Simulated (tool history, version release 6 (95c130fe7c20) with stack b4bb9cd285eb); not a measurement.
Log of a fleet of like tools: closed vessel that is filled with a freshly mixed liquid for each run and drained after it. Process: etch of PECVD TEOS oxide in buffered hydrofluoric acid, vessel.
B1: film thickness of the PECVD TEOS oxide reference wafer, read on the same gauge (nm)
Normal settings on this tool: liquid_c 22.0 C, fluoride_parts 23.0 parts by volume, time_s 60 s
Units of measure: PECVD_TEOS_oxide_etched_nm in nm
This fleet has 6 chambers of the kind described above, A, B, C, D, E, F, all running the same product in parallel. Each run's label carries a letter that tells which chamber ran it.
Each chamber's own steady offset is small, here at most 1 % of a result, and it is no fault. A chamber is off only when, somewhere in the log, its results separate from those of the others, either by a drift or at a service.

Run 1F, hour 5.6: usual settings; B1 40.020. Result: PECVD_TEOS_oxide_etched_nm 36.157 nm.
Run 2D, hour 16.5: usual settings; B1 39.972. Result: PECVD_TEOS_oxide_etched_nm 36.151 nm.
Run 3B, hour 27.1: usual settings; B1 40.009. Result: PECVD_TEOS_oxide_etched_nm 36.554 nm.
Run 4A, hour 38.8: usual settings; B1 39.998. Result: PECVD_TEOS_oxide_etched_nm 36.361 nm.
Run 5C, hour 49.9: usual settings; B1 40.020. Result: PECVD_TEOS_oxide_etched_nm 35.902 nm.
Run 6E, hour 61.7: usual settings; B1 40.001. Result: PECVD_TEOS_oxide_etched_nm 35.461 nm.
Run 7C, hour 70.7: usual settings; B1 40.037. Result: PECVD_TEOS_oxide_etched_nm 36.083 nm.
At hour 72.3: chamber B: thermometer replaced.
Run 8A, hour 81.2: usual settings but fluoride_parts 18.0 parts by volume; B1 39.990. Result: PECVD_TEOS_oxide_etched_nm 44.840 nm.
Run 9B, hour 89.6: usual settings but fluoride_parts 18.0 parts by volume; B1 40.017. Result: PECVD_TEOS_oxide_etched_nm 44.352 nm.
At hour 97.7: chamber F: thermometer replaced.
Run 10F, hour 97.7: usual settings but fluoride_parts 18.0 parts by volume; B1 40.024. Result: PECVD_TEOS_oxide_etched_nm 44.226 nm.
Run 11D, hour 108.2: usual settings but fluoride_parts 18.0 parts by volume; B1 39.974. Result: PECVD_TEOS_oxide_etched_nm 44.244 nm.
Run 12E, hour 115.3: usual settings but fluoride_parts 18.0 parts by volume; B1 40.028. Result: PECVD_TEOS_oxide_etched_nm 44.157 nm.
Run 13D, hour 121.0: usual settings but fluoride_parts 18.0 parts by volume; B1 40.010. Result: PECVD_TEOS_oxide_etched_nm 44.652 nm.
Run 14E, hour 130.8: usual settings; B1 40.024. Result: PECVD_TEOS_oxide_etched_nm 36.007 nm.
Run 15A, hour 142.0: usual settings; B1 39.959. Result: PECVD_TEOS_oxide_etched_nm 36.312 nm.
At hour 145.8: chamber E: hydrofluoric acid flow meter replaced.
Run 16C, hour 149.5: usual settings but liquid_c 24.0 C, fluoride_parts 16.0 parts by volume; B1 40.018. Result: PECVD_TEOS_oxide_etched_nm 54.200 nm.
Run 17B, hour 156.4: usual settings but liquid_c 24.0 C, fluoride_parts 16.0 parts by volume; B1 39.974. Result: PECVD_TEOS_oxide_etched_nm 55.454 nm.
Run 18F, hour 164.9: usual settings but liquid_c 24.0 C, fluoride_parts 16.0 parts by volume; B1 40.015. Result: PECVD_TEOS_oxide_etched_nm 55.342 nm.
Run 19D, hour 174.7: usual settings but liquid_c 24.0 C, fluoride_parts 16.0 parts by volume; B1 39.972. Result: PECVD_TEOS_oxide_etched_nm 55.390 nm.
Run 20A, hour 182.3: usual settings but liquid_c 24.0 C, fluoride_parts 16.0 parts by volume; B1 39.961. Result: PECVD_TEOS_oxide_etched_nm 55.999 nm.
Run 21B, hour 190.1: usual settings but liquid_c 24.0 C, fluoride_parts 16.0 parts by volume; B1 40.022. Result: PECVD_TEOS_oxide_etched_nm 55.134 nm.
Run 22F, hour 200.1: usual settings; B1 39.986. Result: PECVD_TEOS_oxide_etched_nm 35.920 nm.
Run 23C, hour 206.1: usual settings; B1 39.994. Result: PECVD_TEOS_oxide_etched_nm 35.308 nm.
Run 24E, hour 217.1: usual settings; B1 39.994. Result: PECVD_TEOS_oxide_etched_nm 36.003 nm.
Run 25E, hour 227.1: usual settings; B1 39.974. Result: PECVD_TEOS_oxide_etched_nm 35.944 nm.
Run 26B, hour 239.0: usual settings; B1 39.975. Result: PECVD_TEOS_oxide_etched_nm 36.347 nm.
Run 27F, hour 247.3: usual settings but liquid_c 20.0 C; B1 39.978. Result: PECVD_TEOS_oxide_etched_nm 32.058 nm.
Run 28D, hour 254.5: usual settings but liquid_c 20.0 C; B1 40.007. Result: PECVD_TEOS_oxide_etched_nm 32.733 nm.
Run 29C, hour 265.0: usual settings but liquid_c 20.0 C; B1 39.987. Result: PECVD_TEOS_oxide_etched_nm 31.480 nm.
Run 30A, hour 272.0: usual settings but liquid_c 20.0 C; B1 40.002. Result: PECVD_TEOS_oxide_etched_nm 32.241 nm.
Run 31B, hour 282.1: usual settings but liquid_c 20.0 C; B1 39.992. Result: PECVD_TEOS_oxide_etched_nm 32.501 nm.
Run 32D, hour 289.9: usual settings but liquid_c 20.0 C; B1 39.987. Result: PECVD_TEOS_oxide_etched_nm 32.682 nm.
Run 33E, hour 296.1: usual settings; B1 40.006. Result: PECVD_TEOS_oxide_etched_nm 36.813 nm.
At hour 299.3: chamber A: hydrofluoric acid flow meter replaced.
Run 34C, hour 302.2: usual settings; B1 39.992. Result: PECVD_TEOS_oxide_etched_nm 35.000 nm.
Run 35A, hour 311.7: usual settings; B1 40.027. Result: PECVD_TEOS_oxide_etched_nm 36.509 nm.
Run 36F, hour 322.8: usual settings; B1 40.027. Result: PECVD_TEOS_oxide_etched_nm 36.067 nm.
Run 37B, hour 334.0: usual settings; B1 39.980. Result: PECVD_TEOS_oxide_etched_nm 36.271 nm.
Run 38E, hour 339.4: usual settings; B1 40.001. Result: PECVD_TEOS_oxide_etched_nm 36.144 nm.
Run 39A, hour 348.9: usual settings; B1 39.973. Result: PECVD_TEOS_oxide_etched_nm 36.546 nm.
Run 40F, hour 355.2: usual settings but fluoride_parts 28.5 parts by volume; B1 39.986. Result: PECVD_TEOS_oxide_etched_nm 30.868 nm.

All chambers now run identical settings, listed one chamber a line with results as question marks. What results will each chamber show?
Run 41A, hour 363.7: usual settings but liquid_c 25.5 C. Result: PECVD_TEOS_oxide_etched_nm ?.
Run 41B, hour 363.7: usual settings but liquid_c 25.5 C. Result: PECVD_TEOS_oxide_etched_nm ?.
Run 41C, hour 363.7: usual settings but liquid_c 25.5 C. Result: PECVD_TEOS_oxide_etched_nm ?.
Run 41D, hour 363.7: usual settings but liquid_c 25.5 C. Result: PECVD_TEOS_oxide_etched_nm ?.
Run 41E, hour 363.7: usual settings but liquid_c 25.5 C. Result: PECVD_TEOS_oxide_etched_nm ?.
Run 41F, hour 363.7: usual settings but liquid_c 25.5 C. Result: PECVD_TEOS_oxide_etched_nm ?.

run  PECVD_TEOS_oxide_etched_nm
41A                      43.774
41B                      43.520
41C                      41.944
41D                      44.174
41E                      44.000
41F                      43.667
